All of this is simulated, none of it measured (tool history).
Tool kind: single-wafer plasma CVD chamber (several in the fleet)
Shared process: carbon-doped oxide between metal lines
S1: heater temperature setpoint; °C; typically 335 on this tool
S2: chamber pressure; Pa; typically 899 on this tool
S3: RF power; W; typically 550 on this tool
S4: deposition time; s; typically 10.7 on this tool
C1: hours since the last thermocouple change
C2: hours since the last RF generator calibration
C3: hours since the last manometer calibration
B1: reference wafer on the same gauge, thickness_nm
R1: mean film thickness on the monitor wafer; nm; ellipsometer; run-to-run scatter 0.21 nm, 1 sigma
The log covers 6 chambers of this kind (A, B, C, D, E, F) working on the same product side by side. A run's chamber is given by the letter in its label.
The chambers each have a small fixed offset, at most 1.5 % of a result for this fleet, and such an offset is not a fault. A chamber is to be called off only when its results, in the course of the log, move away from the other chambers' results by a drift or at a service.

run 1C day=0.167 | S1=335 S2=899 S3=550 S4=10.7 | C1=592.7 C2=938.8 C3=242.1 | B1=76.166 | R1=63.612
run 2B day=0.379 | S1=335 S2=899 S3=550 S4=10.7 | C1=973.6 C2=457.1 C3=1727.6 | B1=76.192 | R1=62.987
run 3F day=0.696 | S1=335 S2=899 S3=550 S4=10.7 | C1=2455.6 C2=1025.7 C3=164.2 | B1=76.214 | R1=63.647
run 4E day=0.979 | S1=335 S2=899 S3=550 S4=10.7 | C1=964.1 C2=1096.7 C3=438.3 | B1=76.192 | R1=63.749
run 5A day=1.275 | S1=335 S2=899 S3=550 S4=10.7 | C1=64.5 C2=1803.2 C3=348.5 | B1=76.165 | R1=64.412
-- day=1.308 chamber C: RF generator calibrated
run 6D day=1.588 | S1=335 S2=899 S3=550 S4=10.7 | C1=403.6 C2=1352.5 C3=577.3 | B1=76.204 | R1=63.597
run 7A day=1.900 | S1=335 S2=899 S3=550 S4=10.7 | C1=79.5 C2=1818.2 C3=363.5 | B1=76.200 | R1=64.487
run 8E day=2.242 | S1=335 S2=899 S3=550 S4=10.7 | C1=994.4 C2=1127.0 C3=468.6 | B1=76.172 | R1=64.029
run 9F day=2.621 | S1=335 S2=899 S3=550 S4=10.7 | C1=2501.8 C2=1071.9 C3=210.4 | B1=76.142 | R1=63.367
run 10B day=2.996 | S1=335 S2=899 S3=550 S4=10.7 | C1=1036.4 C2=519.9 C3=1790.4 | B1=76.245 | R1=63.039
run 11D day=3.354 | S1=335 S2=899 S3=550 S4=10.7 | C1=446.0 C2=1394.9 C3=619.7 | B1=76.196 | R1=63.673
run 12C day=3.646 | S1=335 S2=899 S3=550 S4=10.7 | C1=676.2 C2=56.1 C3=325.6 | B1=76.219 | R1=63.521
run 13B day=3.888 | S1=335 S2=899 S3=550 S4=10.7 | C1=1057.8 C2=541.3 C3=1811.8 | B1=76.209 | R1=63.166
run 14E day=4.150 | S1=345 S2=739 S3=550 S4=10.7 | C1=1040.2 C2=1172.8 C3=514.4 | B1=76.210 | R1=60.775
run 15A day=4.383 | S1=345 S2=739 S3=550 S4=10.7 | C1=139.1 C2=1877.8 C3=423.1 | B1=76.249 | R1=61.333
run 16F day=4.738 | S1=345 S2=739 S3=550 S4=10.7 | C1=2552.6 C2=1122.7 C3=261.2 | B1=76.223 | R1=60.629
run 17D day=5.042 | S1=345 S2=739 S3=550 S4=10.7 | C1=486.5 C2=1435.4 C3=660.2 | B1=76.142 | R1=60.621
run 18C day=5.304 | S1=345 S2=739 S3=550 S4=10.7 | C1=716.0 C2=95.9 C3=365.4 | B1=76.135 | R1=60.589
run 19A day=5.500 | S1=345 S2=739 S3=550 S4=10.7 | C1=165.9 C2=1904.6 C3=449.9 | B1=76.219 | R1=61.338
run 20E day=5.838 | S1=335 S2=899 S3=550 S4=10.7 | C1=1080.7 C2=1213.3 C3=554.9 | B1=76.141 | R1=63.702
run 21D day=6.196 | S1=345 S2=899 S3=550 S4=11.9 | C1=514.2 C2=1463.1 C3=687.9 | B1=76.210 | R1=68.369
run 22F day=6.433 | S1=345 S2=899 S3=550 S4=11.9 | C1=2593.3 C2=1163.4 C3=301.9 | B1=76.201 | R1=68.265
run 23C day=6.662 | S1=345 S2=899 S3=550 S4=11.9 | C1=748.6 C2=128.5 C3=398.0 | B1=76.228 | R1=68.435
run 24B day=6.996 | S1=345 S2=899 S3=550 S4=11.9 | C1=1132.4 C2=615.9 C3=1886.4 | B1=76.209 | R1=67.296
run 25E day=7.275 | S1=345 S2=899 S3=550 S4=11.9 | C1=1115.2 C2=1247.8 C3=589.4 | B1=76.200 | R1=68.449
run 26B day=7.479 | S1=345 S2=899 S3=550 S4=11.9 | C1=1144.0 C2=627.5 C3=1898.0 | B1=76.210 | R1=66.597
run 27C day=7.679 | S1=335 S2=899 S3=550 S4=10.7 | C1=773.0 C2=152.9 C3=422.4 | B1=76.210 | R1=63.526
run 28A day=7.988 | S1=335 S2=899 S3=550 S4=10.7 | C1=225.6 C2=1964.3 C3=509.6 | B1=76.145 | R1=64.795
run 29F day=8.300 | S1=335 S2=899 S3=550 S4=10.7 | C1=2638.1 C2=1208.2 C3=346.7 | B1=76.263 | R1=63.660
run 30D day=8.525 | S1=335 S2=899 S3=550 S4=10.7 | C1=570.1 C2=1519.0 C3=743.8 | B1=76.192 | R1=63.532
run 31B day=8.708 | S1=335 S2=899 S3=550 S4=10.7 | C1=1173.5 C2=657.0 C3=1927.5 | B1=76.260 | R1=61.790
run 32E day=9.000 | S1=335 S2=899 S3=550 S4=10.7 | C1=1156.6 C2=1289.2 C3=630.8 | B1=76.169 | R1=63.787
run 33F day=9.171 | S1=335 S2=899 S3=550 S4=10.7 | C1=2659.0 C2=1229.1 C3=367.6 | B1=76.258 | R1=63.431
run 34D day=9.358 | S1=335 S2=899 S3=550 S4=10.7 | C1=590.1 C2=1539.0 C3=763.8 | B1=76.210 | R1=63.643
run 35C day=9.704 | S1=335 S2=899 S3=550 S4=10.7 | C1=821.6 C2=201.5 C3=471.0 | B1=76.190 | R1=63.370
run 36A day=10.033 | S1=335 S2=899 S3=550 S4=10.7 | C1=274.7 C2=2013.4 C3=558.7 | B1=76.234 | R1=64.498
run 37F day=10.258 | S1=335 S2=899 S3=550 S4=10.7 | C1=2685.1 C2=1255.2 C3=393.7 | B1=76.187 | R1=63.515
run 38B day=10.588 | S1=335 S2=899 S3=550 S4=10.7 | C1=1218.6 C2=702.1 C3=1972.6 | B1=76.142 | R1=60.633
run 39C day=10.842 | S1=335 S2=899 S3=550 S4=10.7 | C1=848.9 C2=228.8 C3=498.3 | B1=76.204 | R1=63.532
run 40E day=11.096 | S1=335 S2=899 S3=550 S4=10.7 | C1=1206.9 C2=1339.5 C3=681.1 | B1=76.175 | R1=64.205
run 41A day=11.396 | S1=335 S2=899 S3=550 S4=10.7 | C1=307.4 C2=2046.1 C3=591.4 | B1=76.221 | R1=64.439
run 42D day=11.683 | S1=335 S2=899 S3=550 S4=10.7 | C1=645.9 C2=1594.8 C3=819.6 | B1=76.218 | R1=63.805
run 43C day=11.950 | S1=335 S2=819 S3=550 S4=11.6 | C1=875.5 C2=255.4 C3=524.9 | B1=76.187 | R1=68.004

For the next run the whole fleet of 6 chambers uses the same settings. Give each chamber's results:
run 44A day=12.225 | S1=335 S2=899 S3=550 S4=10.7 | R1=?
run 44B day=12.225 | S1=335 S2=899 S3=550 S4=10.7 | R1=?
run 44C day=12.225 | S1=335 S2=899 S3=550 S4=10.7 | R1=?
run 44D day=12.225 | S1=335 S2=899 S3=550 S4=10.7 | R1=?
run 44E day=12.225 | S1=335 S2=899 S3=550 S4=10.7 | R1=?
run 44F day=12.225 | S1=335 S2=899 S3=550 S4=10.7 | R1=?

run=44A R1=64.737
run=44B R1=60.227
run=44C R1=63.794
run=44D R1=63.712
run=44E R1=64.006
run=44F R1=63.395
